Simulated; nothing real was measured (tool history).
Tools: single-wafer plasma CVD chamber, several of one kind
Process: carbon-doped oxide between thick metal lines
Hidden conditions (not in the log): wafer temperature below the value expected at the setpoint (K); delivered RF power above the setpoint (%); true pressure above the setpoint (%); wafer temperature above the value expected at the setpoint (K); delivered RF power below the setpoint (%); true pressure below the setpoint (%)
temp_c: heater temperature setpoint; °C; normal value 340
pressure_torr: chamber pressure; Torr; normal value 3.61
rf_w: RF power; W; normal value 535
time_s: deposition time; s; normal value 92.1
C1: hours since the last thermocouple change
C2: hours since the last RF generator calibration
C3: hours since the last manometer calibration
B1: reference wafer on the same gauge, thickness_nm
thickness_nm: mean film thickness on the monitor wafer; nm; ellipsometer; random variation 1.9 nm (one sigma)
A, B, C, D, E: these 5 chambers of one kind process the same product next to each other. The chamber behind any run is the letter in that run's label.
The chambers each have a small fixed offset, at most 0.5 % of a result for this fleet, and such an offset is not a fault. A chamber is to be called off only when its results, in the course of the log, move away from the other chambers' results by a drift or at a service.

run 1A hour=11.9 | temp_c=340 pressure_torr=3.61 rf_w=535 time_s=92.1 | C1=222.9 C2=1257.6 C3=186.5 | B1=503.57 | thickness_nm=478.23
run 2B hour=24.4 | temp_c=340 pressure_torr=3.61 rf_w=535 time_s=92.1 | C1=922.6 C2=1151.3 C3=643.4 | B1=503.73 | thickness_nm=475.19
run 3E hour=37.4 | temp_c=340 pressure_torr=3.61 rf_w=535 time_s=92.1 | C1=839.3 C2=720.8 C3=524.8 | B1=503.9 | thickness_nm=477.14
run 4D hour=47.5 | temp_c=340 pressure_torr=3.61 rf_w=535 time_s=92.1 | C1=162.3 C2=1061.2 C3=1069.1 | B1=504 | thickness_nm=473.94
run 5C hour=58.3 | temp_c=354 pressure_torr=3.61 rf_w=445 time_s=92.1 | C1=515.6 C2=811 C3=866.1 | B1=503.91 | thickness_nm=406.39
run 6C hour=67.1 | temp_c=354 pressure_torr=3.61 rf_w=445 time_s=92.1 | C1=524.4 C2=819.8 C3=874.9 | B1=504.01 | thickness_nm=404.77
run 7B hour=75.8 | temp_c=354 pressure_torr=3.61 rf_w=445 time_s=92.1 | C1=974 C2=1202.7 C3=694.8 | B1=504.19 | thickness_nm=407.44
run 8E hour=83.1 | temp_c=354 pressure_torr=3.61 rf_w=445 time_s=92.1 | C1=885 C2=766.5 C3=570.5 | B1=504.16 | thickness_nm=408.47
run 9D hour=97.8 | temp_c=354 pressure_torr=3.61 rf_w=445 time_s=92.1 | C1=212.6 C2=1111.5 C3=1119.4 | B1=503.76 | thickness_nm=408.31
run 10A hour=109.8 | temp_c=340 pressure_torr=3.61 rf_w=535 time_s=92.1 | C1=320.8 C2=1355.5 C3=284.4 | B1=503.6 | thickness_nm=476.92
run 11D hour=125.6 | temp_c=340 pressure_torr=3.61 rf_w=535 time_s=92.1 | C1=240.4 C2=1139.3 C3=1147.2 | B1=503.87 | thickness_nm=477.12
run 12B hour=133.4 | temp_c=340 pressure_torr=3.11 rf_w=535 time_s=92.1 | C1=1031.6 C2=1260.3 C3=752.4 | B1=504.16 | thickness_nm=463.64
run 13A hour=142.5 | temp_c=340 pressure_torr=3.11 rf_w=535 time_s=92.1 | C1=353.5 C2=1388.2 C3=317.1 | B1=504.11 | thickness_nm=465.84
-- hour=150.8 chamber D: capacitance manometer re-zeroed and calibrated
run 14E hour=155.3 | temp_c=340 pressure_torr=3.11 rf_w=535 time_s=92.1 | C1=957.2 C2=838.7 C3=642.7 | B1=504.59 | thickness_nm=469.1
run 15C hour=167.8 | temp_c=340 pressure_torr=3.11 rf_w=535 time_s=92.1 | C1=625.1 C2=920.5 C3=975.6 | B1=503.97 | thickness_nm=468.39
-- hour=171.3 chamber C: RF generator calibrated
run 16B hour=175.9 | temp_c=340 pressure_torr=3.11 rf_w=535 time_s=92.1 | C1=1074.1 C2=1302.8 C3=794.9 | B1=504.1 | thickness_nm=468.15
run 17A hour=184.6 | temp_c=340 pressure_torr=3.61 rf_w=535 time_s=92.1 | C1=395.6 C2=1430.3 C3=359.2 | B1=504 | thickness_nm=472.32
-- hour=186.5 chamber D: RF generator calibrated
run 18D hour=192.3 | temp_c=340 pressure_torr=3.61 rf_w=535 time_s=92.1 | C1=307.1 C2=5.8 C3=41.6 | B1=503.5 | thickness_nm=474.95
run 19E hour=206.6 | temp_c=340 pressure_torr=3.61 rf_w=535 time_s=92.1 | C1=1008.5 C2=890 C3=694 | B1=504.31 | thickness_nm=478.89
run 20C hour=221.7 | temp_c=340 pressure_torr=3.61 rf_w=535 time_s=92.1 | C1=679 C2=50.4 C3=1029.5 | B1=503.95 | thickness_nm=476.73
run 21C hour=231.2 | temp_c=340 pressure_torr=3.61 rf_w=535 time_s=92.1 | C1=688.5 C2=59.9 C3=1039 | B1=503.57 | thickness_nm=474.49
run 22A hour=243.2 | temp_c=340 pressure_torr=3.61 rf_w=535 time_s=92.1 | C1=454.2 C2=1488.9 C3=417.8 | B1=504.1 | thickness_nm=475.88
run 23E hour=250.8 | temp_c=340 pressure_torr=3.61 rf_w=535 time_s=92.1 | C1=1052.7 C2=934.2 C3=738.2 | B1=503.98 | thickness_nm=476.99
run 24B hour=258.2 | temp_c=340 pressure_torr=3.61 rf_w=535 time_s=92.1 | C1=1156.4 C2=1385.1 C3=877.2 | B1=504.04 | thickness_nm=471.41
run 25D hour=270.5 | temp_c=340 pressure_torr=3.61 rf_w=535 time_s=92.1 | C1=385.3 C2=84 C3=119.8 | B1=504.41 | thickness_nm=478.03
run 26B hour=283.9 | temp_c=340 pressure_torr=3.61 rf_w=535 time_s=92.1 | C1=1182.1 C2=1410.8 C3=902.9 | B1=504.2 | thickness_nm=474.56
-- hour=290 chamber B: thermocouple changed; heater temperature recalibrated
run 27D hour=298.7 | temp_c=340 pressure_torr=3.61 rf_w=535 time_s=92.1 | C1=413.5 C2=112.2 C3=148 | B1=504.12 | thickness_nm=475.52
run 28E hour=309.4 | temp_c=327 pressure_torr=2.85 rf_w=535 time_s=92.1 | C1=1111.3 C2=992.8 C3=796.8 | B1=503.9 | thickness_nm=486.21
run 29A hour=325.3 | temp_c=327 pressure_torr=2.85 rf_w=535 time_s=92.1 | C1=536.3 C2=1571 C3=499.9 | B1=504.62 | thickness_nm=483.29
run 30C hour=340.3 | temp_c=327 pressure_torr=2.85 rf_w=535 time_s=92.1 | C1=797.6 C2=169 C3=1148.1 | B1=504.22 | thickness_nm=486.07
run 31A hour=354.7 | temp_c=327 pressure_torr=2.85 rf_w=535 time_s=92.1 | C1=565.7 C2=1600.4 C3=529.3 | B1=503.81 | thickness_nm=481.89
run 32C hour=367.9 | temp_c=327 pressure_torr=2.85 rf_w=535 time_s=92.1 | C1=825.2 C2=196.6 C3=1175.7 | B1=504.21 | thickness_nm=483.85
run 33E hour=383.1 | temp_c=340 pressure_torr=3.61 rf_w=535 time_s=92.1 | C1=1185 C2=1066.5 C3=870.5 | B1=504.28 | thickness_nm=478.03
run 34B hour=395.1 | temp_c=340 pressure_torr=3.61 rf_w=535 time_s=92.1 | C1=105.2 C2=1522 C3=1014.1 | B1=503.87 | thickness_nm=474.52
run 35D hour=410.3 | temp_c=340 pressure_torr=3.61 rf_w=535 time_s=92.1 | C1=525.1 C2=223.8 C3=259.6 | B1=504.34 | thickness_nm=478.79
run 36E hour=417.7 | temp_c=340 pressure_torr=3.61 rf_w=535 time_s=92.1 | C1=1219.6 C2=1101.1 C3=905.1 | B1=503.82 | thickness_nm=479.02
run 37C hour=426.8 | temp_c=340 pressure_torr=3.61 rf_w=535 time_s=92.1 | C1=884.1 C2=255.5 C3=1234.6 | B1=503.58 | thickness_nm=475.58
run 38D hour=435.7 | temp_c=340 pressure_torr=3.61 rf_w=535 time_s=92.1 | C1=550.5 C2=249.2 C3=285 | B1=504.21 | thickness_nm=474.23
run 39B hour=446.5 | temp_c=340 pressure_torr=3.61 rf_w=535 time_s=92.1 | C1=156.6 C2=1573.4 C3=1065.5 | B1=503.97 | thickness_nm=473.78
run 40A hour=461 | temp_c=340 pressure_torr=3.61 rf_w=535 time_s=92.1 | C1=672 C2=1706.7 C3=635.6 | B1=504.28 | thickness_nm=474.12
run 41B hour=476.9 | temp_c=340 pressure_torr=3.61 rf_w=535 time_s=92.1 | C1=187 C2=1603.8 C3=1095.9 | B1=504.5 | thickness_nm=473.76

Decide between three cases: one chamber stands off from its peers, the gauge reading all wafers drifts, or nothing is wrong past each chamber's small offset. Where a chamber is off, say which and what most likely put it there.

All chambers stay in line apart from their small fixed offsets, and the gauge does not drift.
